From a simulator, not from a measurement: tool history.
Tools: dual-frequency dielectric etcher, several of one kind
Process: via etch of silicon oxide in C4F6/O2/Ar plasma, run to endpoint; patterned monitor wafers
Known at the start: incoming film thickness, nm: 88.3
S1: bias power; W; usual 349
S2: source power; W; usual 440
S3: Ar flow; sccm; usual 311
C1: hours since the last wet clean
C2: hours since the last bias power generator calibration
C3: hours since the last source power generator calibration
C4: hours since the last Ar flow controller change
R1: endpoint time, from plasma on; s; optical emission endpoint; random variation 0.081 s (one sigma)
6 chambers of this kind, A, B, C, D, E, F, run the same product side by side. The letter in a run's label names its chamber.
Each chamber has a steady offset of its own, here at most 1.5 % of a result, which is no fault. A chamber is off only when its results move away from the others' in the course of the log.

run,hour,S1,S2,S3,C1,C2,C3,C4,R1
1E,11.4,349,440,311,199.3,2276.7,971.8,2049.5,21.58
2F,19.1,349,440,311,360.8,319.9,356.6,624,21.795
3A,26.7,349,440,311,153.1,2408.1,516.7,411.8,21.396
4D,35.6,349,440,311,261.6,341.4,4341.5,795.7,21.483
# hour 38.5: chamber D: source power generator calibrated
5B,46.1,349,440,311,482.4,3014.8,1792.8,332.5,21.397
6C,57.3,349,440,311,303.3,1533.5,1464.8,1068.5,21.608
7B,64,349,440,311,500.3,3032.7,1810.7,350.4,21.387
8F,78.5,349,440,311,420.2,379.3,416,683.4,21.753
9E,87.6,349,440,311,275.5,2352.9,1048,2125.7,21.505
10C,95.8,349,440,311,341.8,1572,1503.3,1107,21.494
11D,103.9,349,440,311,329.9,409.7,65.5,864,21.364
12A,117.3,349,440,311,243.7,2498.7,607.3,502.4,21.54
13B,131.6,349,360,311,567.9,3100.3,1878.3,418,23.266
14D,144.5,349,360,311,370.5,450.3,106.1,904.6,23.048
15E,154.9,349,360,311,342.8,2420.2,1115.3,2193,23.134
16A,161.7,349,360,311,288.1,2543.1,651.7,546.8,23.337
17C,174.4,349,360,311,420.4,1650.6,1581.9,1185.6,23.212
18F,184.3,349,360,311,526,485.1,521.8,789.2,23.347
19E,198,349,440,311,385.9,2463.3,1158.4,2236.1,21.708
# hour 204.2: chamber D: wet clean of the chamber
20C,210,349,440,311,456,1686.2,1617.5,1221.2,21.608
# hour 213: chamber B: wet clean of the chamber
21B,219.8,349,440,311,6.8,3188.5,1966.5,506.2,21.287
# hour 223.4: chamber A: wet clean of the chamber
# hour 225.5: chamber F: wet clean of the chamber
22A,227.3,349,440,311,4,2608.7,717.3,612.4,21.634
23D,239.6,349,440,311,35.4,545.4,201.2,999.7,21.453
24F,253.2,349,440,311,27.8,554,590.7,858.1,21.695
25A,267.2,349,440,311,43.9,2648.6,757.2,652.3,21.454
26B,275.1,394,480,311,62.1,3243.8,2021.8,561.5,19.824
27C,288.7,394,480,311,534.7,1764.9,1696.2,1299.9,19.821
28E,299.4,394,480,311,487.3,2564.7,1259.8,2337.5,20.304
29F,307.6,394,480,311,82.2,608.4,645.1,912.5,20.245
30D,317.2,394,480,311,113,623,278.8,1077.3,19.886
31D,327.5,394,480,311,123.3,633.3,289.1,1087.6,19.844
32E,341.8,349,440,311,529.7,2607.1,1302.2,2379.9,22.026
33F,352.2,349,440,311,126.8,653,689.7,957.1,21.602
34B,363,349,440,311,150,3331.7,2109.7,649.4,21.424
35A,376,349,440,311,152.7,2757.4,866,761.1,21.496
36C,385.1,349,440,311,631.1,1861.3,1792.6,1396.3,21.57
37D,399.6,349,440,311,195.4,705.4,361.2,1159.7,21.39
38B,407,349,440,311,194,3375.7,2153.7,693.4,21.489
39A,415.7,349,440,311,192.4,2797.1,905.7,800.8,21.402
40F,425.2,349,440,311,199.8,726,762.7,1030.1,21.75

All 6 chambers run these settings next. Forecast each chamber's results:
41A,435.8,349,490,311,,,,,?
41B,435.8,349,490,311,,,,,?
41C,435.8,349,490,311,,,,,?
41D,435.8,349,490,311,,,,,?
41E,435.8,349,490,311,,,,,?
41F,435.8,349,490,311,,,,,?

run,R1
41A,20.559
41B,20.577
41C,20.74
41D,20.793
41E,21.516
41F,20.826
